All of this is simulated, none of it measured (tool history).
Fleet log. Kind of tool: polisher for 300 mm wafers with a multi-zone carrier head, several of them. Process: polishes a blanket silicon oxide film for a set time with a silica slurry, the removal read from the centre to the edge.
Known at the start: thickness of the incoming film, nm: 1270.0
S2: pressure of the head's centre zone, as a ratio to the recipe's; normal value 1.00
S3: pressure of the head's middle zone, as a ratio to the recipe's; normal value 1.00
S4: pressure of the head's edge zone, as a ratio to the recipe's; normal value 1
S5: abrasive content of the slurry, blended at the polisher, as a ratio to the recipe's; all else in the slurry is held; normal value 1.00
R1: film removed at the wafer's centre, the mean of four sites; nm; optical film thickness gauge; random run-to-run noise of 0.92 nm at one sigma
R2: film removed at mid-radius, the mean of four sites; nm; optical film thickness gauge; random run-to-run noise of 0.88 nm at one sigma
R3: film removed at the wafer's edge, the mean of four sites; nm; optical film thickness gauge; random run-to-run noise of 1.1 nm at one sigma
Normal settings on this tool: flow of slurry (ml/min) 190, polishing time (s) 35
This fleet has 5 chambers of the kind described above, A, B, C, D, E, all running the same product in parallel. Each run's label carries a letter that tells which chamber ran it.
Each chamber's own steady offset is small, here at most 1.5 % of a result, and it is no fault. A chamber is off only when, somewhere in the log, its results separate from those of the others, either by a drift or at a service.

{"hour": 0.4, "done": "chamber E: worn pad replaced by a new one"}
{"hour": 0.7, "done": "chamber A: slurry nozzle cleaned"}
{"hour": 2.0, "done": "chamber A: worn pad replaced by a new one"}
{"run": "1E", "hour": 8.8, "flow of slurry (ml/min)": 190, "S2": 1.0, "S3": 1.0, "S4": 1, "S5": 1.0, "polishing time (s)": 35, "R1": 128.99, "R2": 130.68, "R3": 130.91}
{"run": "2C", "hour": 17.2, "flow of slurry (ml/min)": 190, "S2": 1.0, "S3": 1.0, "S4": 1, "S5": 1.0, "polishing time (s)": 35, "R1": 131.24, "R2": 130.58, "R3": 131.07}
{"run": "3A", "hour": 24.1, "flow of slurry (ml/min)": 190, "S2": 1.0, "S3": 1.0, "S4": 1, "S5": 1.0, "polishing time (s)": 35, "R1": 130.56, "R2": 129.12, "R3": 130.87}
{"run": "4D", "hour": 31.0, "flow of slurry (ml/min)": 190, "S2": 1.0, "S3": 1.0, "S4": 1, "S5": 1.0, "polishing time (s)": 35, "R1": 129.14, "R2": 129.89, "R3": 130.07}
{"hour": 32.5, "done": "chamber D: worn pad replaced by a new one"}
{"run": "5B", "hour": 38.3, "flow of slurry (ml/min)": 190, "S2": 1.0, "S3": 1.0, "S4": 1, "S5": 1.0, "polishing time (s)": 35, "R1": 128.85, "R2": 130.94, "R3": 129.32}
{"run": "6B", "hour": 42.4, "flow of slurry (ml/min)": 190, "S2": 1.0, "S3": 1.0, "S4": 1, "S5": 1.0, "polishing time (s)": 35, "R1": 127.4, "R2": 129.03, "R3": 131.27}
{"hour": 45.1, "done": "chamber C: slurry nozzle cleaned"}
{"run": "7D", "hour": 50.1, "flow of slurry (ml/min)": 190, "S2": 1.0, "S3": 1.0, "S4": 1, "S5": 1.0, "polishing time (s)": 35, "R1": 130.06, "R2": 129.25, "R3": 131.38}
{"hour": 50.5, "done": "chamber E: worn pad replaced by a new one"}
{"hour": 53.8, "done": "chamber B: worn pad replaced by a new one"}
{"hour": 55.1, "done": "chamber C: worn pad replaced by a new one"}
{"run": "8E", "hour": 55.6, "flow of slurry (ml/min)": 190, "S2": 1.0, "S3": 1.0, "S4": 1, "S5": 1.0, "polishing time (s)": 35, "R1": 130.64, "R2": 127.36, "R3": 127.02}
{"hour": 57.3, "done": "chamber A: centre zone pressure recalibrated"}
{"hour": 58.4, "done": "chamber A: worn pad replaced by a new one"}
{"run": "9A", "hour": 61.8, "flow of slurry (ml/min)": 190, "S2": 1.0, "S3": 1.0, "S4": 1, "S5": 1.0, "polishing time (s)": 35, "R1": 128.82, "R2": 130.4, "R3": 130.39}
{"run": "10C", "hour": 67.4, "flow of slurry (ml/min)": 190, "S2": 1.11, "S3": 1.0, "S4": 1, "S5": 0.85, "polishing time (s)": 35, "R1": 134.21, "R2": 120.07, "R3": 123.11}
{"run": "11E", "hour": 76.3, "flow of slurry (ml/min)": 190, "S2": 1.11, "S3": 1.0, "S4": 1, "S5": 0.85, "polishing time (s)": 35, "R1": 134.02, "R2": 119.14, "R3": 118.11}
{"run": "12A", "hour": 80.7, "flow of slurry (ml/min)": 190, "S2": 1.11, "S3": 1.0, "S4": 1, "S5": 0.85, "polishing time (s)": 35, "R1": 135.38, "R2": 120.86, "R3": 120.94}
{"hour": 82.9, "done": "chamber D: worn pad replaced by a new one"}
{"run": "13B", "hour": 88.3, "flow of slurry (ml/min)": 190, "S2": 1.11, "S3": 1.0, "S4": 1, "S5": 0.85, "polishing time (s)": 35, "R1": 132.1, "R2": 121.33, "R3": 121.28}
{"run": "14C", "hour": 96.6, "flow of slurry (ml/min)": 190, "S2": 1.11, "S3": 1.0, "S4": 1, "S5": 0.85, "polishing time (s)": 35, "R1": 134.63, "R2": 120.13, "R3": 120.6}
{"run": "15D", "hour": 104.2, "flow of slurry (ml/min)": 190, "S2": 1.0, "S3": 1.0, "S4": 1, "S5": 1.15, "polishing time (s)": 35, "R1": 137.17, "R2": 137.84, "R3": 138.5}
{"hour": 109.8, "done": "chamber D: slurry nozzle cleaned"}
{"run": "16E", "hour": 109.9, "flow of slurry (ml/min)": 190, "S2": 1.0, "S3": 1.0, "S4": 1, "S5": 1.15, "polishing time (s)": 35, "R1": 138.62, "R2": 135.78, "R3": 136.99}
{"hour": 111.4, "done": "chamber E: worn pad replaced by a new one"}
{"run": "17A", "hour": 114.1, "flow of slurry (ml/min)": 190, "S2": 1.0, "S3": 1.0, "S4": 1, "S5": 1.15, "polishing time (s)": 35, "R1": 138.94, "R2": 140.0, "R3": 140.16}
{"hour": 116.7, "done": "chamber B: worn pad replaced by a new one"}
{"hour": 117.6, "done": "chamber A: worn pad replaced by a new one"}
{"run": "18C", "hour": 119.1, "flow of slurry (ml/min)": 190, "S2": 1.0, "S3": 1.0, "S4": 1, "S5": 1.15, "polishing time (s)": 35, "R1": 137.95, "R2": 136.17, "R3": 139.25}
{"run": "19D", "hour": 124.8, "flow of slurry (ml/min)": 190, "S2": 1.0, "S3": 1.0, "S4": 1, "S5": 1.15, "polishing time (s)": 35, "R1": 135.71, "R2": 139.66, "R3": 138.65}
{"hour": 128.1, "done": "chamber C: worn pad replaced by a new one"}
{"hour": 131.3, "done": "chamber D: worn pad replaced by a new one"}
{"run": "20B", "hour": 133.2, "flow of slurry (ml/min)": 190, "S2": 1.0, "S3": 1.0, "S4": 1, "S5": 1.0, "polishing time (s)": 35, "R1": 129.54, "R2": 129.63, "R3": 130.31}
{"run": "21B", "hour": 138.6, "flow of slurry (ml/min)": 190, "S2": 1.0, "S3": 1.0, "S4": 1, "S5": 1.0, "polishing time (s)": 35, "R1": 129.03, "R2": 129.41, "R3": 130.69}
{"run": "22E", "hour": 144.7, "flow of slurry (ml/min)": 125, "S2": 1.0, "S3": 1.0, "S4": 1, "S5": 1.0, "polishing time (s)": 35, "R1": 119.52, "R2": 120.08, "R3": 121.68}
{"run": "23D", "hour": 153.7, "flow of slurry (ml/min)": 125, "S2": 1.0, "S3": 1.0, "S4": 1, "S5": 1.0, "polishing time (s)": 35, "R1": 116.48, "R2": 121.78, "R3": 122.8}
{"hour": 154.3, "done": "chamber A: edge zone pressure recalibrated"}
{"run": "24C", "hour": 159.5, "flow of slurry (ml/min)": 125, "S2": 1.0, "S3": 1.0, "S4": 1, "S5": 1.0, "polishing time (s)": 35, "R1": 118.22, "R2": 120.35, "R3": 122.21}
{"hour": 167.4, "done": "chamber E: worn pad replaced by a new one"}
{"run": "25A", "hour": 167.5, "flow of slurry (ml/min)": 125, "S2": 1.0, "S3": 1.0, "S4": 1, "S5": 1.0, "polishing time (s)": 35, "R1": 119.14, "R2": 120.66, "R3": 124.1}
{"hour": 170.4, "done": "chamber A: worn pad replaced by a new one"}
{"run": "26E", "hour": 176.6, "flow of slurry (ml/min)": 125, "S2": 1.0, "S3": 1.0, "S4": 1, "S5": 1.0, "polishing time (s)": 35, "R1": 119.34, "R2": 119.41, "R3": 121.31}
{"run": "27B", "hour": 182.5, "flow of slurry (ml/min)": 190, "S2": 1.0, "S3": 1.05, "S4": 1, "S5": 1.0, "polishing time (s)": 40, "R1": 149.07, "R2": 155.9, "R3": 145.87}
{"hour": 184.4, "done": "chamber A: slurry nozzle cleaned"}
{"hour": 188.3, "done": "chamber B: slurry nozzle cleaned"}
{"hour": 188.9, "done": "chamber B: worn pad replaced by a new one"}
{"run": "28A", "hour": 191.8, "flow of slurry (ml/min)": 190, "S2": 1.0, "S3": 1.05, "S4": 1, "S5": 1.0, "polishing time (s)": 40, "R1": 148.95, "R2": 156.86, "R3": 150.21}
{"hour": 193.9, "done": "chamber C: worn pad replaced by a new one"}
{"hour": 196.0, "done": "chamber D: worn pad replaced by a new one"}
{"run": "29C", "hour": 196.4, "flow of slurry (ml/min)": 190, "S2": 1.0, "S3": 1.05, "S4": 1, "S5": 1.0, "polishing time (s)": 40, "R1": 150.19, "R2": 155.17, "R3": 151.0}
{"run": "30D", "hour": 202.4, "flow of slurry (ml/min)": 190, "S2": 1.0, "S3": 1.05, "S4": 1, "S5": 1.0, "polishing time (s)": 40, "R1": 144.01, "R2": 157.2, "R3": 148.7}
{"run": "31C", "hour": 209.5, "flow of slurry (ml/min)": 190, "S2": 1.0, "S3": 1.05, "S4": 1, "S5": 1.0, "polishing time (s)": 40, "R1": 147.91, "R2": 154.15, "R3": 148.58}
{"run": "32D", "hour": 217.3, "flow of slurry (ml/min)": 190, "S2": 1.0, "S3": 1.0, "S4": 1, "S5": 1.0, "polishing time (s)": 35, "R1": 125.3, "R2": 131.67, "R3": 129.3}
{"hour": 221.6, "done": "chamber A: worn pad replaced by a new one"}
{"hour": 224.1, "done": "chamber E: worn pad replaced by a new one"}
{"run": "33B", "hour": 226.4, "flow of slurry (ml/min)": 190, "S2": 1.0, "S3": 1.0, "S4": 1, "S5": 1.0, "polishing time (s)": 35, "R1": 128.15, "R2": 128.46, "R3": 131.38}
{"run": "34A", "hour": 233.6, "flow of slurry (ml/min)": 190, "S2": 1.0, "S3": 1.0, "S4": 1, "S5": 1.0, "polishing time (s)": 35, "R1": 130.91, "R2": 130.47, "R3": 129.86}
{"run": "35E", "hour": 242.7, "flow of slurry (ml/min)": 190, "S2": 1.0, "S3": 1.0, "S4": 1, "S5": 1.0, "polishing time (s)": 35, "R1": 127.88, "R2": 129.27, "R3": 131.09}
{"run": "36C", "hour": 247.3, "flow of slurry (ml/min)": 160, "S2": 1.0, "S3": 1.0, "S4": 1, "S5": 1.3, "polishing time (s)": 35, "R1": 141.63, "R2": 141.3, "R3": 141.33}
{"hour": 251.0, "done": "chamber B: worn pad replaced by a new one"}
{"hour": 252.8, "done": "chamber D: worn pad replaced by a new one"}
{"hour": 253.7, "done": "chamber D: edge zone pressure recalibrated"}
{"run": "37D", "hour": 255.7, "flow of slurry (ml/min)": 160, "S2": 1.0, "S3": 1.0, "S4": 1, "S5": 1.3, "polishing time (s)": 35, "R1": 136.05, "R2": 141.49, "R3": 142.82}
{"hour": 257.7, "done": "chamber E: slurry nozzle cleaned"}
{"run": "38A", "hour": 260.2, "flow of slurry (ml/min)": 160, "S2": 1.0, "S3": 1.0, "S4": 1, "S5": 1.3, "polishing time (s)": 35, "R1": 140.92, "R2": 141.71, "R3": 143.22}
{"run": "39B", "hour": 265.9, "flow of slurry (ml/min)": 160, "S2": 1.0, "S3": 1.0, "S4": 1, "S5": 1.3, "polishing time (s)": 35, "R1": 142.11, "R2": 139.81, "R3": 141.2}
{"hour": 271.1, "done": "chamber E: worn pad replaced by a new one"}
{"run": "40E", "hour": 274.8, "flow of slurry (ml/min)": 160, "S2": 1.0, "S3": 1.0, "S4": 1, "S5": 1.3, "polishing time (s)": 35, "R1": 139.43, "R2": 139.82, "R3": 140.91}

All chambers now run identical settings, listed one chamber a line with results as question marks. What results will each chamber show?
{"run": "41A", "hour": 281.5, "flow of slurry (ml/min)": 190, "S2": 1.0, "S3": 1.0, "S4": 1, "S5": 1.0, "polishing time (s)": 35, "R1": "?", "R2": "?", "R3": "?"}
{"run": "41B", "hour": 281.5, "flow of slurry (ml/min)": 190, "S2": 1.0, "S3": 1.0, "S4": 1, "S5": 1.0, "polishing time (s)": 35, "R1": "?", "R2": "?", "R3": "?"}
{"run": "41C", "hour": 281.5, "flow of slurry (ml/min)": 190, "S2": 1.0, "S3": 1.0, "S4": 1, "S5": 1.0, "polishing time (s)": 35, "R1": "?", "R2": "?", "R3": "?"}
{"run": "41D", "hour": 281.5, "flow of slurry (ml/min)": 190, "S2": 1.0, "S3": 1.0, "S4": 1, "S5": 1.0, "polishing time (s)": 35, "R1": "?", "R2": "?", "R3": "?"}
{"run": "41E", "hour": 281.5, "flow of slurry (ml/min)": 190, "S2": 1.0, "S3": 1.0, "S4": 1, "S5": 1.0, "polishing time (s)": 35, "R1": "?", "R2": "?", "R3": "?"}

run=41A R1=130.25 R2=131.37 R3=130.89
run=41B R1=127.84 R2=131.19 R3=131.21
run=41C R1=129.84 R2=129.05 R3=128.32
run=41D R1=124.70 R2=130.27 R3=130.52
run=41E R1=131.12 R2=128.30 R3=128.88
